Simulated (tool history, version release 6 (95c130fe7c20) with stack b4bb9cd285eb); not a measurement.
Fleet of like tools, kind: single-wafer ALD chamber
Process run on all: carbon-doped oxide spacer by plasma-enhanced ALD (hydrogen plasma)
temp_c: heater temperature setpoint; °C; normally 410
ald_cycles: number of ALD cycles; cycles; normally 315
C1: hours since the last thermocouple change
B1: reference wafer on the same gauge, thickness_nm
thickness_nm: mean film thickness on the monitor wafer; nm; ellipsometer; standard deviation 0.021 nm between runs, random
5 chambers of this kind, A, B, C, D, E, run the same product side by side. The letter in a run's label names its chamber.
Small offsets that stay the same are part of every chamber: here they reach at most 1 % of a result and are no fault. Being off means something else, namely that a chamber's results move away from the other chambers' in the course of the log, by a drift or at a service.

run 1D hour=11.7 | temp_c=410 ald_cycles=315 | C1=420.1 | B1=15.205 | thickness_nm=15.177
run 2B hour=22.6 | temp_c=410 ald_cycles=315 | C1=775.1 | B1=15.209 | thickness_nm=15.231
run 3A hour=36.9 | temp_c=410 ald_cycles=315 | C1=508.8 | B1=15.205 | thickness_nm=15.339
run 4C hour=43.7 | temp_c=410 ald_cycles=315 | C1=1236.2 | B1=15.206 | thickness_nm=15.355
run 5E hour=50.6 | temp_c=410 ald_cycles=315 | C1=1052.6 | B1=15.208 | thickness_nm=15.344
run 6E hour=62.9 | temp_c=410 ald_cycles=315 | C1=1064.9 | B1=15.209 | thickness_nm=15.326
run 7B hour=69.7 | temp_c=423 ald_cycles=351 | C1=822.2 | B1=15.214 | thickness_nm=16.317
run 8A hour=82.9 | temp_c=423 ald_cycles=351 | C1=554.8 | B1=15.215 | thickness_nm=16.414
run 9D hour=93.7 | temp_c=423 ald_cycles=351 | C1=502.1 | B1=15.221 | thickness_nm=16.188
run 10C hour=102 | temp_c=423 ald_cycles=351 | C1=1294.5 | B1=15.221 | thickness_nm=16.407
run 11A hour=113.8 | temp_c=423 ald_cycles=351 | C1=585.7 | B1=15.225 | thickness_nm=16.418
run 12C hour=125.1 | temp_c=410 ald_cycles=315 | C1=1317.6 | B1=15.22 | thickness_nm=15.393
run 13D hour=135.1 | temp_c=410 ald_cycles=315 | C1=543.5 | B1=15.22 | thickness_nm=15.161
run 14B hour=143.5 | temp_c=410 ald_cycles=315 | C1=896 | B1=15.232 | thickness_nm=15.275
run 15E hour=156.3 | temp_c=410 ald_cycles=315 | C1=1158.3 | B1=15.232 | thickness_nm=15.363
run 16E hour=167.2 | temp_c=410 ald_cycles=315 | C1=1169.2 | B1=15.237 | thickness_nm=15.339
run 17D hour=175.3 | temp_c=410 ald_cycles=315 | C1=583.7 | B1=15.234 | thickness_nm=15.172
run 18C hour=189 | temp_c=410 ald_cycles=315 | C1=1381.5 | B1=15.233 | thickness_nm=15.421
run 19B hour=200.5 | temp_c=410 ald_cycles=315 | C1=953 | B1=15.239 | thickness_nm=15.26
run 20A hour=213.9 | temp_c=410 ald_cycles=267 | C1=685.8 | B1=15.244 | thickness_nm=13.061
run 21B hour=222.6 | temp_c=410 ald_cycles=267 | C1=975.1 | B1=15.239 | thickness_nm=12.914
run 22E hour=229.5 | temp_c=410 ald_cycles=267 | C1=1231.5 | B1=15.245 | thickness_nm=13.015
run 23A hour=242.2 | temp_c=410 ald_cycles=267 | C1=714.1 | B1=15.247 | thickness_nm=13.038
run 24C hour=256.5 | temp_c=410 ald_cycles=267 | C1=1449 | B1=15.25 | thickness_nm=13.085
run 25D hour=269 | temp_c=410 ald_cycles=315 | C1=677.4 | B1=15.254 | thickness_nm=15.192
run 26A hour=278.8 | temp_c=424 ald_cycles=375 | C1=750.7 | B1=15.258 | thickness_nm=17.526
run 27D hour=286.1 | temp_c=424 ald_cycles=375 | C1=694.5 | B1=15.254 | thickness_nm=17.294
run 28E hour=296.1 | temp_c=424 ald_cycles=375 | C1=1298.1 | B1=15.258 | thickness_nm=17.492
run 29C hour=304 | temp_c=424 ald_cycles=375 | C1=1496.5 | B1=15.256 | thickness_nm=17.533
run 30B hour=315.8 | temp_c=424 ald_cycles=375 | C1=1068.3 | B1=15.262 | thickness_nm=17.462
run 31C hour=328 | temp_c=410 ald_cycles=315 | C1=1520.5 | B1=15.263 | thickness_nm=15.413
run 32B hour=342.6 | temp_c=410 ald_cycles=315 | C1=1095.1 | B1=15.264 | thickness_nm=15.311
run 33A hour=351.5 | temp_c=410 ald_cycles=315 | C1=823.4 | B1=15.264 | thickness_nm=15.453
run 34E hour=364.9 | temp_c=410 ald_cycles=315 | C1=1366.9 | B1=15.271 | thickness_nm=15.38
run 35D hour=373.3 | temp_c=406 ald_cycles=315 | C1=781.7 | B1=15.275 | thickness_nm=15.383
run 36C hour=381 | temp_c=406 ald_cycles=315 | C1=1573.5 | B1=15.268 | thickness_nm=15.614
run 37A hour=392.7 | temp_c=406 ald_cycles=315 | C1=864.6 | B1=15.272 | thickness_nm=15.633
run 38D hour=404.7 | temp_c=406 ald_cycles=315 | C1=813.1 | B1=15.28 | thickness_nm=15.41
run 39B hour=415.6 | temp_c=406 ald_cycles=315 | C1=1168.1 | B1=15.286 | thickness_nm=15.541
run 40E hour=428.8 | temp_c=410 ald_cycles=315 | C1=1430.8 | B1=15.284 | thickness_nm=15.406

All chambers now run identical settings, listed one chamber a line with results as question marks. What results will each chamber show?
run 41A hour=439.6 | temp_c=415 ald_cycles=315 | thickness_nm=?
run 41B hour=439.6 | temp_c=415 ald_cycles=315 | thickness_nm=?
run 41C hour=439.6 | temp_c=415 ald_cycles=315 | thickness_nm=?
run 41D hour=439.6 | temp_c=415 ald_cycles=315 | thickness_nm=?
run 41E hour=439.6 | temp_c=415 ald_cycles=315 | thickness_nm=?

run=41A thickness_nm=15.193
run=41B thickness_nm=15.103
run=41C thickness_nm=15.219
run=41D thickness_nm=15.001
run=41E thickness_nm=15.155

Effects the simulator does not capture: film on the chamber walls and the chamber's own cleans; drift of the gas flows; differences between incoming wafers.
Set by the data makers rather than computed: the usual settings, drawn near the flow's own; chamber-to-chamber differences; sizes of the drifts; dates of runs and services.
